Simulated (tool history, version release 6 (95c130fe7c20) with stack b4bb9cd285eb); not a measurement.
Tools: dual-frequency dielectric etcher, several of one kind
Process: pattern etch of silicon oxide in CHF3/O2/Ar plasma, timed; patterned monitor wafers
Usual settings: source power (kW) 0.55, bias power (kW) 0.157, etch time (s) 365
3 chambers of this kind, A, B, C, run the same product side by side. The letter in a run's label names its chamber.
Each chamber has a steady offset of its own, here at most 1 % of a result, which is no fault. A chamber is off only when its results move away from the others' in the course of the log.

run   hour  source power (kW)  bias power (kW)  etch time (s)  hours since the last wet clean  hours since the last source power generator calibration  hours since the last bias power generator calibration  read-back reference wafer on the same gauge, depth_nm  mean etch depth across the wafer (nm)
 1A    4.5               0.55            0.157            365                           473.6                                                   1180.4                                                 2606.6                                                 763.12                                  667.5
 2B    7.1               0.55            0.157            365                           261.5                                                    562.3                                                 3334.3                                                 762.73                                 661.57
 3C    9.6               0.55            0.157            365                           446.5                                                    112.6                                                 3363.6                                                 762.84                                  668.5
 4B   13.4               0.55            0.157            365                           267.8                                                    568.6                                                 3340.6                                                 762.92                                 663.56
 5C   17.7               0.55            0.157            365                           454.6                                                    120.7                                                 3371.7                                                 762.76                                 667.67
 6A   20.5               0.55            0.157            365                           489.6                                                   1196.4                                                 2622.6                                                 763.06                                 663.91
 7B   24.5               0.55            0.157            365                           278.9                                                    579.7                                                 3351.7                                                 762.83                                 659.44
 8A   29.9               0.55            0.145          402.5                             499                                                   1205.8                                                   2632                                                 762.21                                 718.22
 9C   34.3               0.55            0.145          402.5                           471.2                                                    137.3                                                 3388.3                                                 763.37                                 720.11
10C   37.6               0.55            0.145          402.5                           474.5                                                    140.6                                                 3391.6                                                 762.73                                 714.14
11B   41.8               0.55            0.157            365                           296.2                                                      597                                                   3369                                                 762.99                                 660.02
12A   45.8               0.55            0.157            365                           514.9                                                   1221.7                                                 2647.9                                                 762.99                                 667.88
      46.9  -- chamber A: wet clean of the chamber
13A   49.8               0.55            0.157            365                               3                                                   1225.7                                                 2651.9                                                 762.72                                 683.61
14C   53.4               0.55            0.157            365                           490.3                                                    156.4                                                 3407.4                                                 762.92                                 667.32
15B   56.3               0.55            0.157            365                           310.7                                                    611.5                                                 3383.5                                                 763.37                                 659.31
16B   60.6               0.55            0.157            365                             315                                                    615.8                                                 3387.8                                                  762.7                                 658.92
17C   63.6               0.55            0.157            365                           500.5                                                    166.6                                                 3417.6                                                 763.63                                 663.63
18A   68.6               0.55            0.157            365                            21.8                                                   1244.5                                                 2670.7                                                 762.56                                 683.17
19A   73.8               0.55            0.157            365                              27                                                   1249.7                                                 2675.9                                                 763.26                                 682.92
20C   78.4               0.55            0.138            450                           515.3                                                    181.4                                                 3432.4                                                 763.33                                  792.1
21B   81.4               0.55            0.138            450                           335.8                                                    636.6                                                 3408.6                                                 762.45                                 780.98
22A   84.4               0.55            0.138            450                            37.6                                                   1260.3                                                 2686.5                                                 762.66                                  814.4
23C   87.7               0.55            0.157            365                           524.6                                                    190.7                                                 3441.7                                                 763.43                                 667.96
24B   90.9               0.55            0.157            365                           345.3                                                    646.1                                                 3418.1                                                 763.78                                 659.08
25C   93.9               0.55            0.157            365                           530.8                                                    196.9                                                 3447.9                                                 762.72                                  665.2
26A   97.5               0.55            0.157            365                            50.7                                                   1273.4                                                 2699.6                                                 762.85                                 683.72
27B  101.1               0.55            0.157            365                           355.5                                                    656.3                                                 3428.3                                                 762.88                                  659.1
28A  104.8               0.55            0.157            365                              58                                                   1280.7                                                 2706.9                                                  763.4                                 684.81
29B  107.6               0.55            0.157            365                             362                                                    662.8                                                 3434.8                                                 762.81                                 660.44

What goes on in this fleet: one chamber off, a drifting gauge, or nothing beyond the chambers' own small offsets? Name the chamber and the cause, if any.

A service left chamber A off against the others.
Cause: etch rate over this chamber's usual, % = 3.02.

Here are 4 candidates for chamber A's next run, each the usual settings with a change, their results left as question marks. Which one brings its results back in line with what the others give on the usual settings?
In line means no further than this from the other chambers' mean on the usual settings: mean etch depth across the wafer (nm) 6.9
30A-1  111.5               0.55            0.158          374.5                                                                                                                                                                                                                                             ?
30A-2  111.5               0.55            0.156          355.5                                                                                                                                                                                                                                             ?
30A-3  111.5               0.56            0.158          380.5                                                                                                                                                                                                                                             ?
30A-4  111.5               0.54            0.156          349.5                                                                                                                                                                                                                                             ?

The other chambers' mean on the usual settings: mean etch depth across the wafer (nm) 664.82
  run  mean etch depth across the wafer (nm)
30A-1                                 705.01
30A-2                                 666.48
30A-3                                 721.22
30A-4                                 650.69
30A-2 brings the chamber back in line.

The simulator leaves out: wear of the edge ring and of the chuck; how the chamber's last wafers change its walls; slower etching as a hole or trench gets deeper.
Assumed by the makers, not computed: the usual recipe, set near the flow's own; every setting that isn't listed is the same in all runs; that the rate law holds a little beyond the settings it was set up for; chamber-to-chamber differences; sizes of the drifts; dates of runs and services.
